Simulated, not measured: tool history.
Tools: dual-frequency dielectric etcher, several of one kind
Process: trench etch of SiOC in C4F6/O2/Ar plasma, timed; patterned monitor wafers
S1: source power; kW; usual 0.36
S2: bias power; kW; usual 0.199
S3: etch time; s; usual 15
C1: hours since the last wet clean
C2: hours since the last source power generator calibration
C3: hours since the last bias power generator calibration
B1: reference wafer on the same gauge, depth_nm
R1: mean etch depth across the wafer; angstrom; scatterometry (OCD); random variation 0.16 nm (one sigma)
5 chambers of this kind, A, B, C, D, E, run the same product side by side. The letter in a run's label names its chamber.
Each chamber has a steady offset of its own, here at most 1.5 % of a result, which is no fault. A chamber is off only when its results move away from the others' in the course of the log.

run	hour	S1	S2	S3	C1	C2	C3	B1	R1
1D	5.4	0.36	0.199	15	35.7	2305.7	1154.7	31.973	308.04
2C	9.7	0.36	0.199	15	169.8	1150.8	661.5	31.98	307.79
3E	17.9	0.36	0.199	15	153.6	2839	3176.4	32.038	306.55
4A	25.1	0.36	0.199	15	225.9	1600.6	590.6	32.011	303.5
5B	33.4	0.36	0.199	15	324.7	3246	2309	32.012	308.24
6A	38.9	0.36	0.199	15	239.7	1614.4	604.4	31.975	303.45
7B	48.4	0.36	0.199	15	339.7	3261	2324	32.035	307.67
8E	56.3	0.36	0.199	15	192	2877.4	3214.8	32.043	306.16
9C	64.3	0.36	0.233	15	224.4	1205.4	716.1	31.997	322.52
10D	72.6	0.36	0.233	15	102.9	2372.9	1221.9	32.039	324.41
# hour 76.3: chamber B: wet clean of the chamber
11E	78.3	0.36	0.233	15	214	2899.4	3236.8	31.97	323.7
12A	88	0.36	0.233	15	288.8	1663.5	653.5	32.034	321.1
13C	95.3	0.36	0.233	15	255.4	1236.4	747.1	32.007	325
14D	103.4	0.3	0.233	15	133.7	2403.7	1252.7	31.999	302.42
15B	113.1	0.3	0.233	15	36.8	3325.7	2388.7	31.994	300.2
16A	119.6	0.3	0.233	15	320.4	1695.1	685.1	32.034	299.57
17E	128.9	0.3	0.233	15	264.6	2950	3287.4	31.975	302.33
18B	137.3	0.3	0.233	15	61	3349.9	2412.9	32.013	306.25
19C	144.3	0.36	0.199	15	304.4	1285.4	796.1	31.956	307.28
20D	148.7	0.36	0.199	15	179	2449	1298	31.986	307.82
21E	155.3	0.36	0.199	15	291	2976.4	3313.8	31.962	307.24
22D	164.2	0.36	0.199	15	194.5	2464.5	1313.5	32.061	309.73
23B	173.2	0.36	0.199	15	96.9	3385.8	2448.8	31.987	309.36
24A	178.8	0.41	0.199	15	379.6	1754.3	744.3	31.999	316.95
25C	187.9	0.41	0.199	15	348	1329	839.7	31.975	323.23
26B	193	0.41	0.199	15	116.7	3405.6	2468.6	31.999	325.07
27E	197.6	0.41	0.199	15	333.3	3018.7	3356.1	32.002	319.83
28A	204.6	0.41	0.199	15	405.4	1780.1	770.1	31.993	313.49
29C	212.3	0.36	0.199	15	372.4	1353.4	864.1	32.015	307.82
30D	221.7	0.36	0.199	15	252	2522	1371	32.006	308.44
31A	229.2	0.3	0.223	15	430	1804.7	794.7	31.982	286.9
32D	235.7	0.3	0.223	15	266	2536	1385	31.979	295.11
33B	244.7	0.3	0.223	15	168.4	3457.3	2520.3	32.025	298.3
34E	249.3	0.3	0.223	15	385	3070.4	3407.8	32.046	299.07
35C	258.4	0.3	0.223	15	418.5	1399.5	910.2	32.023	299.26
36E	267.3	0.36	0.199	15	403	3088.4	3425.8	31.996	309.77
37B	276.3	0.36	0.199	15	200	3488.9	2551.9	31.999	306.47
38C	280.7	0.36	0.199	12.5	440.8	1421.8	932.5	31.986	256.33
39A	285.6	0.36	0.199	12.5	486.4	1861.1	851.1	31.968	242.34
40D	294.1	0.36	0.199	12.5	324.4	2594.4	1443.4	32.011	254.91

Is one chamber off against the others, does the gauge drift, or is nothing wrong? If a chamber is off, say which, and what the likeliest cause is.

Chamber A drifts away from the others.
Cause: etch rate under this chamber's usual, % = 4.52.

Here are 4 candidates for chamber A's next run, each the usual settings with a change, their results left as question marks. Which one brings its results back in line with what the others give on the usual settings?
In line means no further than this from the other chambers' mean on the usual settings: R1 5.5 angstrom
41A-1	301.1	0.34	0.199	15					?
41A-2	301.1	0.36	0.213	15					?
41A-3	301.1	0.36	0.234	15					?
41A-4	301.1	0.36	0.164	15					?

The other chambers' mean on the usual settings: R1 307.61 angstrom
run	R1
41A-1	284.57
41A-2	297.5
41A-3	306.97
41A-4	273.54
41A-3 brings the chamber back in line.

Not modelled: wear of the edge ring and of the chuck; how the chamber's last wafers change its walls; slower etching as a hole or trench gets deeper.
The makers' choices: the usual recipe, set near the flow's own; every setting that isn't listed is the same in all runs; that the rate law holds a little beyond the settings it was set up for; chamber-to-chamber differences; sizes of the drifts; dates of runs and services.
